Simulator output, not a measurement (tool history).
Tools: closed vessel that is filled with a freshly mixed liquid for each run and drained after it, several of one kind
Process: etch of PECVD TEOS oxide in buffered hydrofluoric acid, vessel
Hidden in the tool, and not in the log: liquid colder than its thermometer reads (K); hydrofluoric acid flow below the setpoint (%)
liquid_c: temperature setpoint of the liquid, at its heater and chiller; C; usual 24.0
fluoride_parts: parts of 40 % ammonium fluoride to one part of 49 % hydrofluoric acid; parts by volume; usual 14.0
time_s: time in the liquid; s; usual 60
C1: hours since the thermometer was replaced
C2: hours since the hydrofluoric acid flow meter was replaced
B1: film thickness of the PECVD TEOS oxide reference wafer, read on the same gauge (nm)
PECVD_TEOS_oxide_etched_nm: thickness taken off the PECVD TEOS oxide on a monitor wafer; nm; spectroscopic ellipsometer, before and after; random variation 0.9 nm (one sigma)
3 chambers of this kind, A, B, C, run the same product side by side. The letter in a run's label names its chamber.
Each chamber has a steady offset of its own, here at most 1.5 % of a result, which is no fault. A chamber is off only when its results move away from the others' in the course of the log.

run 1A hour=4.9 | liquid_c=24.0 fluoride_parts=14.0 time_s=60 | C1=92.8 C2=958.9 | B1=130.08 | PECVD_TEOS_oxide_etched_nm=153.03
run 2B hour=11.0 | liquid_c=24.0 fluoride_parts=14.0 time_s=60 | C1=342.3 C2=903.3 | B1=129.97 | PECVD_TEOS_oxide_etched_nm=153.69
run 3C hour=13.6 | liquid_c=24.0 fluoride_parts=14.0 time_s=60 | C1=1112.5 C2=1288.3 | B1=130.04 | PECVD_TEOS_oxide_etched_nm=156.07
run 4C hour=19.4 | liquid_c=24.0 fluoride_parts=14.0 time_s=60 | C1=1118.3 C2=1294.1 | B1=130.04 | PECVD_TEOS_oxide_etched_nm=154.64
run 5A hour=24.1 | liquid_c=24.0 fluoride_parts=14.0 time_s=60 | C1=112.0 C2=978.1 | B1=129.99 | PECVD_TEOS_oxide_etched_nm=152.24
run 6B hour=30.1 | liquid_c=24.0 fluoride_parts=16.0 time_s=60 | C1=361.4 C2=922.4 | B1=129.96 | PECVD_TEOS_oxide_etched_nm=134.98
run 7B hour=36.2 | liquid_c=24.0 fluoride_parts=16.0 time_s=60 | C1=367.5 C2=928.5 | B1=129.96 | PECVD_TEOS_oxide_etched_nm=133.65
run 8C hour=39.8 | liquid_c=24.0 fluoride_parts=16.0 time_s=60 | C1=1138.7 C2=1314.5 | B1=130.03 | PECVD_TEOS_oxide_etched_nm=136.22
run 9A hour=43.9 | liquid_c=24.0 fluoride_parts=14.0 time_s=60 | C1=131.8 C2=997.9 | B1=130.01 | PECVD_TEOS_oxide_etched_nm=150.69
run 10B hour=49.4 | liquid_c=24.0 fluoride_parts=14.0 time_s=60 | C1=380.7 C2=941.7 | B1=130.00 | PECVD_TEOS_oxide_etched_nm=150.96
run 11C hour=55.1 | liquid_c=24.0 fluoride_parts=14.0 time_s=60 | C1=1154.0 C2=1329.8 | B1=130.02 | PECVD_TEOS_oxide_etched_nm=155.98
run 12A hour=58.0 | liquid_c=24.0 fluoride_parts=14.0 time_s=60 | C1=145.9 C2=1012.0 | B1=129.98 | PECVD_TEOS_oxide_etched_nm=151.99
run 13A hour=62.0 | liquid_c=24.0 fluoride_parts=14.0 time_s=60 | C1=149.9 C2=1016.0 | B1=130.00 | PECVD_TEOS_oxide_etched_nm=152.47
run 14C hour=66.7 | liquid_c=24.0 fluoride_parts=14.0 time_s=60 | C1=1165.6 C2=1341.4 | B1=129.95 | PECVD_TEOS_oxide_etched_nm=154.30
run 15B hour=70.6 | liquid_c=24.0 fluoride_parts=14.0 time_s=60 | C1=401.9 C2=962.9 | B1=130.01 | PECVD_TEOS_oxide_etched_nm=151.35
run 16A hour=76.7 | liquid_c=24.0 fluoride_parts=14.0 time_s=60 | C1=164.6 C2=1030.7 | B1=130.04 | PECVD_TEOS_oxide_etched_nm=153.72
run 17B hour=79.5 | liquid_c=24.0 fluoride_parts=14.0 time_s=60 | C1=410.8 C2=971.8 | B1=129.98 | PECVD_TEOS_oxide_etched_nm=149.79
run 18C hour=85.3 | liquid_c=24.0 fluoride_parts=14.0 time_s=60 | C1=1184.2 C2=1360.0 | B1=130.03 | PECVD_TEOS_oxide_etched_nm=156.64
run 19B hour=90.2 | liquid_c=24.0 fluoride_parts=14.0 time_s=60 | C1=421.5 C2=982.5 | B1=130.00 | PECVD_TEOS_oxide_etched_nm=149.91
run 20C hour=95.1 | liquid_c=24.0 fluoride_parts=14.0 time_s=60 | C1=1194.0 C2=1369.8 | B1=130.00 | PECVD_TEOS_oxide_etched_nm=156.10
run 21A hour=100.2 | liquid_c=20.5 fluoride_parts=9.5 time_s=60 | C1=188.1 C2=1054.2 | B1=130.00 | PECVD_TEOS_oxide_etched_nm=180.95
run 22A hour=104.2 | liquid_c=20.5 fluoride_parts=9.5 time_s=60 | C1=192.1 C2=1058.2 | B1=129.98 | PECVD_TEOS_oxide_etched_nm=180.11
run 23B hour=107.8 | liquid_c=20.5 fluoride_parts=9.5 time_s=60 | C1=439.1 C2=1000.1 | B1=129.99 | PECVD_TEOS_oxide_etched_nm=171.61
run 24C hour=113.3 | liquid_c=24.0 fluoride_parts=14.0 time_s=60 | C1=1212.2 C2=1388.0 | B1=129.99 | PECVD_TEOS_oxide_etched_nm=154.94
run 25B hour=117.3 | liquid_c=24.0 fluoride_parts=14.0 time_s=60 | C1=448.6 C2=1009.6 | B1=129.98 | PECVD_TEOS_oxide_etched_nm=145.34

Next, every chamber runs the same settings. What will each give?
run 26A hour=121.7 | liquid_c=26.5 fluoride_parts=14.0 time_s=60 | PECVD_TEOS_oxide_etched_nm=?
run 26B hour=121.7 | liquid_c=26.5 fluoride_parts=14.0 time_s=60 | PECVD_TEOS_oxide_etched_nm=?
run 26C hour=121.7 | liquid_c=26.5 fluoride_parts=14.0 time_s=60 | PECVD_TEOS_oxide_etched_nm=?

run=26A PECVD_TEOS_oxide_etched_nm=173.05
run=26B PECVD_TEOS_oxide_etched_nm=164.24
run=26C PECVD_TEOS_oxide_etched_nm=177.64

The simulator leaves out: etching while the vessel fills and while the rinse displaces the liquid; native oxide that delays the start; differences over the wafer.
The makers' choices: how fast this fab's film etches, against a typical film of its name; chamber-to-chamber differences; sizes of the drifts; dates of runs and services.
